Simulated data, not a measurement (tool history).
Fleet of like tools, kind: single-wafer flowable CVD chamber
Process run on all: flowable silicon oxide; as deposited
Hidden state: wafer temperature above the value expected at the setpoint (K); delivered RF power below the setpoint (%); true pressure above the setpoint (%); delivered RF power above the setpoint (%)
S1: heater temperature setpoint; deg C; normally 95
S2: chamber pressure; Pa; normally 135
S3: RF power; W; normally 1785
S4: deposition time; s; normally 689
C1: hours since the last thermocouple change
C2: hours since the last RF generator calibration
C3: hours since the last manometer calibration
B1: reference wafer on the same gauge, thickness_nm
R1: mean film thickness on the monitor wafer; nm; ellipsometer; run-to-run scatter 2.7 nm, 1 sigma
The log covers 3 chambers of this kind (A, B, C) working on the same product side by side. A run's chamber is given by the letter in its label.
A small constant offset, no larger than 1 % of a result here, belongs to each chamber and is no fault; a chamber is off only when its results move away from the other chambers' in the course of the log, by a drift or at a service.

run 1B hour=13.3 | S1=95 S2=135 S3=1785 S4=689 | C1=186.4 C2=298.4 C3=1441.9 | B1=646.19 | R1=650.87
run 2A hour=23.3 | S1=95 S2=135 S3=1785 S4=689 | C1=655.6 C2=279.4 C3=1074.6 | B1=646.86 | R1=644.83
run 3C hour=30.6 | S1=95 S2=135 S3=1785 S4=689 | C1=769.3 C2=676.6 C3=1379.1 | B1=646.3 | R1=642.96
run 4C hour=38.5 | S1=95 S2=135 S3=1785 S4=689 | C1=777.2 C2=684.5 C3=1387 | B1=647.35 | R1=638.27
run 5A hour=53 | S1=95 S2=135 S3=1785 S4=689 | C1=685.3 C2=309.1 C3=1104.3 | B1=647.41 | R1=647.2
run 6B hour=60.1 | S1=95 S2=135 S3=1785 S4=689 | C1=233.2 C2=345.2 C3=1488.7 | B1=647.24 | R1=648.79
run 7C hour=71.9 | S1=95 S2=135 S3=1785 S4=689 | C1=810.6 C2=717.9 C3=1420.4 | B1=646.72 | R1=644.15
run 8A hour=83.7 | S1=95 S2=135 S3=1785 S4=689 | C1=716 C2=339.8 C3=1135 | B1=646.38 | R1=649.57
run 9B hour=98.1 | S1=95 S2=135 S3=1785 S4=689 | C1=271.2 C2=383.2 C3=1526.7 | B1=647.09 | R1=652.02
run 10B hour=107.6 | S1=95 S2=135 S3=1785 S4=689 | C1=280.7 C2=392.7 C3=1536.2 | B1=646.52 | R1=648.27
run 11C hour=116.4 | S1=95 S2=135 S3=1785 S4=689 | C1=855.1 C2=762.4 C3=1464.9 | B1=646.51 | R1=643.5
run 12A hour=131.4 | S1=95 S2=135 S3=1785 S4=689 | C1=763.7 C2=387.5 C3=1182.7 | B1=646.74 | R1=646.88
run 13A hour=141.1 | S1=95 S2=135 S3=1785 S4=689 | C1=773.4 C2=397.2 C3=1192.4 | B1=647.48 | R1=649.1
run 14B hour=154.2 | S1=95 S2=135 S3=1785 S4=689 | C1=327.3 C2=439.3 C3=1582.8 | B1=646.57 | R1=652.65
run 15C hour=160.9 | S1=95 S2=135 S3=1785 S4=689 | C1=899.6 C2=806.9 C3=1509.4 | B1=646.91 | R1=647.64
run 16C hour=168.4 | S1=95 S2=135 S3=1785 S4=689 | C1=907.1 C2=814.4 C3=1516.9 | B1=647.16 | R1=644.28
run 17A hour=178.9 | S1=95 S2=135 S3=1785 S4=689 | C1=811.2 C2=435 C3=1230.2 | B1=646.37 | R1=654.2
run 18B hour=186.5 | S1=95 S2=135 S3=1785 S4=689 | C1=359.6 C2=471.6 C3=1615.1 | B1=646.49 | R1=650.64
-- hour=190.6 chamber C: capacitance manometer re-zeroed and calibrated
run 19A hour=195.5 | S1=95 S2=135 S3=1785 S4=689 | C1=827.8 C2=451.6 C3=1246.8 | B1=646.72 | R1=657.47
run 20C hour=202.9 | S1=95 S2=135 S3=1785 S4=689 | C1=941.6 C2=848.9 C3=12.3 | B1=646.46 | R1=640.91
run 21B hour=218 | S1=95 S2=135 S3=1785 S4=765 | C1=391.1 C2=503.1 C3=1646.6 | B1=647.33 | R1=716.71
run 22A hour=231.9 | S1=95 S2=135 S3=1785 S4=765 | C1=864.2 C2=488 C3=1283.2 | B1=647.22 | R1=729.88
run 23B hour=238.5 | S1=95 S2=135 S3=1785 S4=765 | C1=411.6 C2=523.6 C3=1667.1 | B1=647.94 | R1=722.09
-- hour=243.2 chamber B: capacitance manometer re-zeroed and calibrated
run 24C hour=246.5 | S1=95 S2=135 S3=1785 S4=590 | C1=985.2 C2=892.5 C3=55.9 | B1=647.21 | R1=546.22
run 25C hour=254.5 | S1=95 S2=135 S3=1785 S4=590 | C1=993.2 C2=900.5 C3=63.9 | B1=647.25 | R1=547.8
run 26A hour=262.4 | S1=95 S2=135 S3=1785 S4=590 | C1=894.7 C2=518.5 C3=1313.7 | B1=647.35 | R1=566.54
run 27B hour=274.9 | S1=95 S2=135 S3=1785 S4=689 | C1=448 C2=560 C3=31.8 | B1=647.37 | R1=646.62
run 28A hour=287.8 | S1=95 S2=135 S3=1785 S4=689 | C1=920.1 C2=543.9 C3=1339.1 | B1=646.51 | R1=667.71
run 29B hour=298.2 | S1=95 S2=135 S3=1785 S4=689 | C1=471.3 C2=583.3 C3=55.1 | B1=646.27 | R1=651.69
run 30C hour=306.2 | S1=95 S2=135 S3=1785 S4=689 | C1=1044.9 C2=952.2 C3=115.6 | B1=647.19 | R1=641.49
run 31C hour=316.8 | S1=109 S2=135 S3=2130 S4=689 | C1=1055.5 C2=962.8 C3=126.2 | B1=647.22 | R1=422.69
run 32B hour=324.5 | S1=109 S2=135 S3=2130 S4=689 | C1=497.6 C2=609.6 C3=81.4 | B1=647.12 | R1=426.15
run 33A hour=335.6 | S1=109 S2=135 S3=2130 S4=689 | C1=967.9 C2=591.7 C3=1386.9 | B1=646.44 | R1=437.71
run 34A hour=348 | S1=95 S2=135 S3=1785 S4=689 | C1=980.3 C2=604.1 C3=1399.3 | B1=646.86 | R1=673.59
run 35C hour=357.9 | S1=95 S2=135 S3=1785 S4=689 | C1=1096.6 C2=1003.9 C3=167.3 | B1=646.97 | R1=633.11
run 36B hour=372.4 | S1=95 S2=135 S3=1785 S4=599 | C1=545.5 C2=657.5 C3=129.3 | B1=647.06 | R1=562.31
run 37B hour=379.3 | S1=95 S2=135 S3=1785 S4=599 | C1=552.4 C2=664.4 C3=136.2 | B1=647.53 | R1=567.63
-- hour=383.9 chamber A: thermocouple changed; heater temperature recalibrated
run 38A hour=387.7 | S1=95 S2=135 S3=1785 S4=599 | C1=3.9 C2=643.8 C3=1439 | B1=646.76 | R1=588.42
run 39C hour=395 | S1=102 S2=135 S3=1785 S4=689 | C1=1133.7 C2=1041 C3=204.4 | B1=646.84 | R1=510.97

Predict what each chamber gives when all 3 of them run the settings below next.
run 40A hour=405.9 | S1=95 S2=135 S3=1660 S4=689 | R1=?
run 40B hour=405.9 | S1=95 S2=135 S3=1660 S4=689 | R1=?
run 40C hour=405.9 | S1=95 S2=135 S3=1660 S4=689 | R1=?

run=40A R1=664.16
run=40B R1=634.02
run=40C R1=629.59
